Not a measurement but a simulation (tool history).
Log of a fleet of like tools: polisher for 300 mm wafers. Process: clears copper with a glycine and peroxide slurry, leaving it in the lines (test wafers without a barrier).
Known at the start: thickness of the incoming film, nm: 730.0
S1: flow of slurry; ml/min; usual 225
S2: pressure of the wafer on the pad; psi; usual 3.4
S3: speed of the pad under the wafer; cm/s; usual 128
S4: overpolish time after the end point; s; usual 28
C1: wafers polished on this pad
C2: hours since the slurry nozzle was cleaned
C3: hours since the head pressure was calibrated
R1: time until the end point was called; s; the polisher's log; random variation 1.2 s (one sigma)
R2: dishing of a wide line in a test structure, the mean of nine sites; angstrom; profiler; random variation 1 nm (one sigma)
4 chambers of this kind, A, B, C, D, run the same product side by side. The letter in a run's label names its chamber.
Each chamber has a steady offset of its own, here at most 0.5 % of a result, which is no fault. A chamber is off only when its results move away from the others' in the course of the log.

At day 0.238: chamber C: worn pad replaced by a new one.
Run 1D, day 0.362: usual settings; C1 373; C2 103.9; C3 40.8. Result: R1 94.531 s, R2 819.14 angstrom.
Run 2C, day 0.525: usual settings; C1 64; C2 183.2; C3 936.7. Result: R1 95.431 s, R2 797.28 angstrom.
Run 3A, day 0.804: usual settings; C1 390; C2 351.9; C3 1146. Result: R1 97.563 s, R2 814.06 angstrom.
Run 4B, day 1.033: usual settings; C1 688; C2 744.6; C3 864.7. Result: R1 98.592 s, R2 815.03 angstrom.
Run 5C, day 1.292: usual settings; C1 235; C2 201.6; C3 955.1. Result: R1 94.287 s, R2 813.99 angstrom.
At day 1.621: chamber B: slurry nozzle cleaned.
Run 6A, day 1.667: usual settings; C1 582; C2 372.6; C3 1166.7. Result: R1 97.261 s, R2 817.89 angstrom.
Run 7B, day 2.033: usual settings; C1 911; C2 10; C3 888.7. Result: R1 94.653 s, R2 801.67 angstrom.
At day 2.146: chamber A: worn pad replaced by a new one.
Run 8D, day 2.233: usual settings; C1 790; C2 148.8; C3 85.7. Result: R1 96.234 s, R2 810.27 angstrom.
Run 9B, day 2.492: usual settings; C1 1013; C2 21; C3 899.7. Result: R1 96.664 s, R2 812.3 angstrom.
At day 2.671: chamber C: worn pad replaced by a new one.
Run 10D, day 2.692: usual settings but S1 195 ml/min; C1 892; C2 159.8; C3 96.7. Result: R1 98.503 s, R2 794.29 angstrom.
Run 11C, day 3.029: usual settings but S1 195 ml/min; C1 80; C2 243.3; C3 996.8. Result: R1 99.623 s, R2 803.21 angstrom.
Run 12A, day 3.4: usual settings but S1 195 ml/min; C1 280; C2 414.2; C3 1208.3. Result: R1 97.03 s, R2 804.59 angstrom.
Run 13D, day 3.762: usual settings but S1 195 ml/min; C1 1131; C2 185.5; C3 122.4. Result: R1 99.846 s, R2 823.99 angstrom.
Run 14C, day 4.038: usual settings; C1 305; C2 267.5; C3 1021. Result: R1 95.357 s, R2 827.39 angstrom.
Run 15B, day 4.229: usual settings; C1 1401; C2 62.7; C3 941.4. Result: R1 96.41 s, R2 822.51 angstrom.
Run 16A, day 4.488: usual settings; C1 522; C2 440.3; C3 1234.4. Result: R1 95.884 s, R2 829.08 angstrom.
At day 4.554: chamber B: worn pad replaced by a new one.
Run 17A, day 4.704: usual settings; C1 570; C2 445.5; C3 1239.6. Result: R1 96.819 s, R2 818.08 angstrom.
Run 18B, day 5.054: usual settings; C1 111; C2 82.5; C3 961.2. Result: R1 98.155 s, R2 802.29 angstrom.
Run 19D, day 5.371: usual settings; C1 1489; C2 224.1; C3 161. Result: R1 101.04 s, R2 816 angstrom.
Run 20C, day 5.542: usual settings but S2 4.4 psi; C1 640; C2 303.6; C3 1057.1. Result: R1 77.189 s, R2 918.51 angstrom.
At day 5.592: chamber A: worn pad replaced by a new one.
At day 5.633: chamber C: worn pad replaced by a new one.
At day 5.638: chamber A: head pressure recalibrated.
At day 5.838: chamber A: slurry nozzle cleaned.
Run 21B, day 5.85: usual settings but S2 4.4 psi; C1 289; C2 101.6; C3 980.3. Result: R1 77.076 s, R2 907.34 angstrom.
Run 22A, day 6.129: usual settings but S2 4.4 psi; C1 120; C2 7.1; C3 11.8. Result: R1 76.184 s, R2 926.38 angstrom.
Run 23C, day 6.396: usual settings but S2 4.4 psi; C1 170; C2 324.1; C3 1077.6. Result: R1 76.658 s, R2 916.96 angstrom.
Run 24D, day 6.7: usual settings; C1 1786; C2 256; C3 192.9. Result: R1 103.74 s, R2 788.01 angstrom.
Run 25A, day 6.954: usual settings; C1 304; C2 26.9; C3 31.6. Result: R1 95.206 s, R2 807.14 angstrom.
Run 26C, day 7.154: usual settings; C1 339; C2 342.3; C3 1095.8. Result: R1 95.596 s, R2 831.8 angstrom.
Run 27B, day 7.462: usual settings; C1 648; C2 140.3; C3 1019. Result: R1 95.911 s, R2 818.87 angstrom.
At day 7.525: chamber D: slurry nozzle cleaned.
Run 28D, day 7.742: usual settings; C1 2018; C2 5.2; C3 217.9. Result: R1 102.77 s, R2 773.92 angstrom.
Run 29C, day 7.971: usual settings; C1 521; C2 361.9; C3 1115.4. Result: R1 94.203 s, R2 803.79 angstrom.
Run 30B, day 8.188: usual settings; C1 810; C2 157.7; C3 1036.4. Result: R1 93.623 s, R2 815.82 angstrom.
At day 8.25: chamber C: worn pad replaced by a new one.
Run 31D, day 8.421: usual settings; C1 2169; C2 21.5; C3 234.2. Result: R1 104.04 s, R2 785.16 angstrom.
Run 32A, day 8.617: usual settings; C1 675; C2 66.8; C3 71.5. Result: R1 96.447 s, R2 811.13 angstrom.
Run 33D, day 8.908: usual settings; C1 2278; C2 33.2; C3 245.9. Result: R1 104.04 s, R2 784.81 angstrom.
At day 8.921: chamber A: worn pad replaced by a new one.
At day 9.088: chamber C: head pressure recalibrated.
Run 34B, day 9.283: usual settings; C1 1054; C2 184; C3 1062.7. Result: R1 95.915 s, R2 815.61 angstrom.
Run 35C, day 9.638: usual settings but S4 35 s; C1 309; C2 401.9; C3 13.3. Result: R1 93.475 s, R2 886.99 angstrom.
Run 36A, day 9.942: usual settings but S4 35 s; C1 228; C2 98.6; C3 103.3. Result: R1 95.191 s, R2 876.28 angstrom.
At day 10.058: chamber C: slurry nozzle cleaned.
Run 37D, day 10.183: usual settings but S4 35 s; C1 2562; C2 63.8; C3 276.5. Result: R1 107.45 s, R2 844.38 angstrom.
At day 10.529: chamber B: worn pad replaced by a new one.
Run 38C, day 10.554: usual settings but S4 35 s; C1 513; C2 11.9; C3 35.3. Result: R1 94.771 s, R2 890.86 angstrom.
Run 39B, day 10.929: usual settings; C1 89; C2 223.5; C3 1102.2. Result: R1 97.152 s, R2 806.07 angstrom.
Run 40A, day 11.129: usual settings; C1 492; C2 127.1; C3 131.8. Result: R1 95.037 s, R2 814.91 angstrom.

What goes on in this fleet: one chamber off, a drifting gauge, or nothing beyond the chambers' own small offsets? Name the chamber and the cause, if any.

Chamber D drifts away from the others.
Cause: removal rate lost through wear of the pad, % = 12.2.
The log may not tell that from: head's pressure below its setpoint, %.

Here are 4 candidates for chamber D's next run, each the usual settings with a change, their results left as question marks. Which one brings its results back in line with what the others give on the usual settings?
In line means no further than this from the other chambers' mean on the usual settings: R1 4.2 s; R2 36 angstrom
Run 41D-1, day 11.4: usual settings but S1 220 ml/min, S2 3 psi, S3 112 cm/s, S4 29 s. Result: R1 ?, R2 ?.
Run 41D-2, day 11.4: usual settings but S2 3.6 psi, S3 138 cm/s, S4 27 s. Result: R1 ?, R2 ?.
Run 41D-3, day 11.4: usual settings but S2 3.2 psi, S3 118 cm/s, S4 29 s. Result: R1 ?, R2 ?.
Run 41D-4, day 11.4: usual settings but S1 230 ml/min, S2 3.8 psi, S3 144 cm/s, S4 27 s. Result: R1 ?, R2 ?.

The other chambers' mean on the usual settings: R1 96.383 s; R2 816.13 angstrom
  run      R1      R2
41D-1  136.83  705.58
41D-2  96.783  811.17
41D-3  123.39     746
41D-4  88.468  845.15
41D-2 brings the chamber back in line.
